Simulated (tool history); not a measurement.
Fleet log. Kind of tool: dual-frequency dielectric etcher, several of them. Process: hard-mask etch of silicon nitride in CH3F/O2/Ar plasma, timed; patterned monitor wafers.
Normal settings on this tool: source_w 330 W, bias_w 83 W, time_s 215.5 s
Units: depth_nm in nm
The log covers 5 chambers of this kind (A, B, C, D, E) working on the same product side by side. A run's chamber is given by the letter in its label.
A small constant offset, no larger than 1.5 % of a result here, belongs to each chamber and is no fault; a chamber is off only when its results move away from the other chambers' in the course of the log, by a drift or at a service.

run   hour  source_w  bias_w  time_s  hours since the last wet clean  hours since the last source power generator calibration  hours since the last bias power generator calibration  read-back reference wafer on the same gauge, depth_nm  depth_nm
 1E    3.9       330      83   215.5                           322.3                                                    873.2                                                 2712.6                                                 129.01    148.08
 2C    9.9       330      83   215.5                             200                                                   1895.3                                                 2963.8                                                 129.07    149.33
 3B     15       330      83   215.5                             457                                                   1692.8                                                  588.5                                                 128.92    149.19
 4A   19.2       330      83   215.5                           109.4                                                   3381.4                                                   99.5                                                 129.02    147.31
 5D   22.3       360      83   160.5                           228.5                                                    301.8                                                 2961.2                                                 129.08     111.8
 6E   26.5       360      83   160.5                           344.9                                                    895.8                                                 2735.2                                                 129.09    112.06
 7C   30.3       360      83   160.5                           220.4                                                   1915.7                                                 2984.2                                                    129    114.77
 8D   34.3       360      83   160.5                           240.5                                                    313.8                                                 2973.2                                                 129.04    111.98
 9A   38.8       360      83   160.5                             129                                                     3401                                                  119.1                                                 128.91    113.66
10B   44.8       330      83   215.5                           486.8                                                   1722.6                                                  618.3                                                 129.03    149.46
11C   47.9       330      83   215.5                             238                                                   1933.3                                                 3001.8                                                  128.9    150.14
12E   53.7       300      83   248.5                           372.1                                                      923                                                 2762.4                                                 128.92    162.76
13B   56.7       300      83   248.5                           498.7                                                   1734.5                                                  630.2                                                 129.02    166.14
14D   62.5       300      83   248.5                           268.7                                                      342                                                 3001.4                                                 129.12    163.76
15A   66.7       300      83   248.5                           156.9                                                   3428.9                                                    147                                                 129.05    164.94
16D   73.2       300      83   248.5                           279.4                                                    352.7                                                 3012.1                                                 129.02    162.77
17B   76.7       330      83   215.5                           518.7                                                   1754.5                                                  650.2                                                 128.73    148.26
18A   82.8       330      83   215.5                             173                                                     3445                                                  163.1                                                 129.04    147.54
      85.3  -- chamber B: wet clean of the chamber
19E     88       330      83   215.5                           406.4                                                    957.3                                                 2796.7                                                 128.95    147.23
20C   94.8       330      83   215.5                           284.9                                                   1980.2                                                 3048.7                                                 129.06    150.37
21E  100.1       330      83   215.5                           418.5                                                    969.4                                                 2808.8                                                 128.95    146.68
22D  105.5       330      83   215.5                           311.7                                                      385                                                 3044.4                                                 128.96    145.45
23B  110.7       330      83   215.5                            25.4                                                   1788.5                                                  684.2                                                    129    142.51
24C  117.5       380      75   215.5                           307.6                                                   2002.9                                                 3071.4                                                  129.1    152.45
25A  121.1       380      75   215.5                           211.3                                                   3483.3                                                  201.4                                                 129.05    150.45
26A  125.7       380      75   215.5                           215.9                                                   3487.9                                                    206                                                 129.22    149.95
27D  130.9       380      75   215.5                           337.1                                                    410.4                                                 3069.8                                                 129.14    148.77
28E  135.5       380      75   215.5                           453.9                                                   1004.8                                                 2844.2                                                 129.05    149.46
29B  142.2       330      83   215.5                            56.9                                                     1820                                                  715.7                                                 128.97    142.87
30C  147.2       330      83   215.5                           337.3                                                   2032.6                                                 3101.1                                                 128.97    150.31
31D  150.2       330      83   215.5                           356.4                                                    429.7                                                 3089.1                                                 129.08    145.25
32C  155.6       330      83   215.5                           345.7                                                     2041                                                 3109.5                                                 129.09    150.08
33A  159.3       330      83   215.5                           249.5                                                   3521.5                                                  239.6                                                 129.07    147.63
34E  165.3       330      83   215.5                           483.7                                                   1034.6                                                   2874                                                 128.94    147.35
35B  168.6       330      83   215.5                            83.3                                                   1846.4                                                  742.1                                                 128.89    140.66
36B  174.7       330      83   215.5                            89.4                                                   1852.5                                                  748.2                                                 129.03     141.4
37D  180.1       330      83   215.5                           386.3                                                    459.6                                                   3119                                                 129.01    146.55
38C  186.1       330      83   215.5                           376.2                                                   2071.5                                                   3140                                                 129.22    150.47
39A  190.1       270      83     187                           280.3                                                   3552.3                                                  270.4                                                 129.02    119.53
40E  195.2       270      83     187                           513.6                                                   1064.5                                                 2903.9                                                 129.22    117.67
41B  198.6       270      83     187                           113.3                                                   1876.4                                                  772.1                                                 128.88    113.98
42A  204.2       270      83     187                           294.4                                                   3566.4                                                  284.5                                                 129.06     119.4
43D  207.8       270      83     187                             414                                                    487.3                                                 3146.7                                                 129.01    116.72
44E  213.3       330      83   215.5                           531.7                                                   1082.6                                                   2922                                                 128.85    147.62

Does one chamber stand apart from the rest, does the shared gauge drift, or is all well apart from small per-chamber offsets? Give the chamber and the most likely cause, where there is one.

Chamber B has stood off from the others ever since a service on it.
Cause: etch rate under this chamber's usual, % = 4.84.

Here are 4 candidates for chamber B's next run, each the usual settings with a change, their results left as question marks. Which one brings its results back in line with what the others give on the usual settings?
Counts as in line when no further than this from what the other chambers average on the usual settings: depth_nm 2.6 nm
45B-1  218.3       330      84   222.5                                                                                                                                                                                                                ?
45B-2  218.3       330      83     199                                                                                                                                                                                                                ?
45B-3  218.3       330      83     232                                                                                                                                                                                                                ?
45B-4  218.3       310      78   215.5                                                                                                                                                                                                                ?

Usual-settings mean across the other chambers: depth_nm 147.57 nm
  run  depth_nm
45B-1    147.06
45B-2    130.96
45B-3    152.68
45B-4    135.49
45B-1 is the one that brings the chamber's results back in line with the other chambers.

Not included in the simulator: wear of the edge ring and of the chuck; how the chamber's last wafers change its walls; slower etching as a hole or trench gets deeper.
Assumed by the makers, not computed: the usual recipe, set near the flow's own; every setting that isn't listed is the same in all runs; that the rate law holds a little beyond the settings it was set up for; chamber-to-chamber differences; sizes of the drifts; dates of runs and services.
